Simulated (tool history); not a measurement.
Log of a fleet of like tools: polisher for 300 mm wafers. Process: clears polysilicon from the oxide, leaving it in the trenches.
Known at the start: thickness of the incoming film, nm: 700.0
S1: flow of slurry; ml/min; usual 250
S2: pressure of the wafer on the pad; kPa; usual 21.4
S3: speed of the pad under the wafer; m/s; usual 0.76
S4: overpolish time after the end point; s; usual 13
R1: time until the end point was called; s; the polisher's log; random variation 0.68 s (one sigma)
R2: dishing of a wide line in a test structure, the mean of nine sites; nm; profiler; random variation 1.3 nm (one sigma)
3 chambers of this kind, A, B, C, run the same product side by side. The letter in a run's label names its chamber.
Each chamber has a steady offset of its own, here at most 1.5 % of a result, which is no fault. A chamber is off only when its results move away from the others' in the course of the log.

Run 1A, hour 4.4: usual settings. Result: R1 68.486 s, R2 57.415 nm.
Run 2B, hour 7.3: usual settings. Result: R1 68.705 s, R2 55.289 nm.
Run 3C, hour 11.3: usual settings. Result: R1 68.31 s, R2 54.148 nm.
Run 4C, hour 15.2: usual settings. Result: R1 66.833 s, R2 56.189 nm.
Run 5B, hour 19.5: usual settings. Result: R1 68.818 s, R2 54.896 nm.
Run 6A, hour 24.1: usual settings. Result: R1 68.562 s, R2 56.312 nm.
At hour 26.2: chamber C: worn pad replaced by a new one.
Run 7A, hour 28.5: usual settings. Result: R1 67.65 s, R2 54.683 nm.
At hour 31.3: chamber A: worn pad replaced by a new one.
Run 8C, hour 33.5: usual settings. Result: R1 66.313 s, R2 56.196 nm.
Run 9B, hour 36.5: usual settings. Result: R1 67.513 s, R2 53.585 nm.
Run 10B, hour 42.2: usual settings but S1 335 ml/min, S3 0.9 m/s. Result: R1 55.157 s, R2 59.602 nm.
Run 11A, hour 48.4: usual settings but S1 335 ml/min, S3 0.9 m/s. Result: R1 56.307 s, R2 60.486 nm.
Run 12C, hour 51.7: usual settings but S1 335 ml/min, S3 0.9 m/s. Result: R1 56.277 s, R2 59.735 nm.
Run 13A, hour 56.2: usual settings but S3 0.56 m/s, S4 18 s. Result: R1 92.222 s, R2 53.513 nm.
Run 14C, hour 59: usual settings but S3 0.56 m/s, S4 18 s. Result: R1 90.904 s, R2 56.161 nm.
Run 15B, hour 61.9: usual settings but S3 0.56 m/s, S4 18 s. Result: R1 91.556 s, R2 58.012 nm.
Run 16B, hour 68.2: usual settings. Result: R1 68.618 s, R2 56.274 nm.
Run 17A, hour 72.3: usual settings. Result: R1 68.851 s, R2 55.967 nm.
Run 18C, hour 75.5: usual settings. Result: R1 68.662 s, R2 55.43 nm.
At hour 75.7: chamber A: worn pad replaced by a new one.
Run 19A, hour 81.7: usual settings. Result: R1 68.275 s, R2 57.943 nm.
Run 20B, hour 87.3: usual settings. Result: R1 68.922 s, R2 57.194 nm.
Run 21C, hour 93.4: usual settings. Result: R1 66.454 s, R2 55.735 nm.
Run 22B, hour 99.3: usual settings but S1 305 ml/min. Result: R1 68.832 s, R2 55.045 nm.
Run 23C, hour 102.9: usual settings but S1 305 ml/min. Result: R1 66.014 s, R2 55.535 nm.
Run 24A, hour 108.2: usual settings but S1 305 ml/min. Result: R1 66.731 s, R2 57.58 nm.
Run 25A, hour 112.6: usual settings but S4 9 s. Result: R1 68.057 s, R2 47.883 nm.
Run 26C, hour 117.7: usual settings but S4 9 s. Result: R1 67.059 s, R2 49.016 nm.
At hour 121.4: chamber A: worn pad replaced by a new one.
Run 27B, hour 121.4: usual settings but S4 9 s. Result: R1 71.195 s, R2 47.133 nm.
At hour 122.8: chamber A: slurry nozzle cleaned.
At hour 124.5: chamber C: worn pad replaced by a new one.
Run 28A, hour 127.1: usual settings. Result: R1 68.485 s, R2 56.921 nm.
Run 29C, hour 133.3: usual settings. Result: R1 67.238 s, R2 56.185 nm.
At hour 136.8: chamber B: slurry nozzle cleaned.
Run 30B, hour 139.6: usual settings. Result: R1 72.575 s, R2 54.765 nm.
Run 31B, hour 143.2: usual settings. Result: R1 73.041 s, R2 58.116 nm.
Run 32A, hour 146.3: usual settings. Result: R1 68.368 s, R2 58.192 nm.
Run 33C, hour 151.3: usual settings. Result: R1 67.99 s, R2 57.442 nm.
Run 34A, hour 154.2: usual settings but S1 315 ml/min, S3 0.52 m/s. Result: R1 96.588 s, R2 49.779 nm.
Run 35B, hour 157.4: usual settings but S1 315 ml/min, S3 0.52 m/s. Result: R1 106.41 s, R2 49.218 nm.
Run 36C, hour 161.3: usual settings but S1 315 ml/min, S3 0.52 m/s. Result: R1 97.216 s, R2 50.212 nm.
At hour 164.2: chamber C: slurry nozzle cleaned.
Run 37A, hour 164.4: usual settings. Result: R1 68.095 s, R2 56.146 nm.
Run 38B, hour 167.4: usual settings. Result: R1 75.601 s, R2 54.524 nm.
At hour 173.2: chamber A: worn pad replaced by a new one.
Run 39C, hour 173.5: usual settings. Result: R1 68.672 s, R2 55.392 nm.
Run 40B, hour 176.4: usual settings. Result: R1 75.34 s, R2 53.636 nm.
Run 41A, hour 182.2: usual settings. Result: R1 67.242 s, R2 59.138 nm.
Run 42C, hour 187.8: usual settings. Result: R1 66.936 s, R2 54.705 nm.

Is one chamber off against the others, does the gauge drift, or is nothing wrong? If a chamber is off, say which, and what the likeliest cause is.

Chamber B drifts away from the others.
Cause: removal rate lost through wear of the pad, % = 11.6.
The log may not tell that from: head's pressure below its setpoint, %.

Here are 4 candidates for chamber B's next run, each the usual settings with a change, their results left as question marks. Which one brings its results back in line with what the others give on the usual settings?
In line means no further than this from the other chambers' mean on the usual settings: R1 2.4 s; R2 4.7 nm
Run 43B-1, hour 192.5: usual settings but S2 22.8 kPa, S3 0.82 m/s. Result: R1 ?, R2 ?.
Run 43B-2, hour 192.5: usual settings but S2 22.1 kPa, S3 0.78 m/s. Result: R1 ?, R2 ?.
Run 43B-3, hour 192.5: usual settings but S2 20.7 kPa, S3 0.74 m/s. Result: R1 ?, R2 ?.
Run 43B-4, hour 192.5: usual settings but S2 20 kPa, S3 0.72 m/s, S4 14 s. Result: R1 ?, R2 ?.

The other chambers' mean on the usual settings: R1 67.756 s; R2 55.769 nm
  run      R1      R2
43B-1  67.299  56.788
43B-2  72.973  55.404
43B-3  82.051  53.204
43B-4  87.241  53.454
43B-1 brings the chamber back in line.
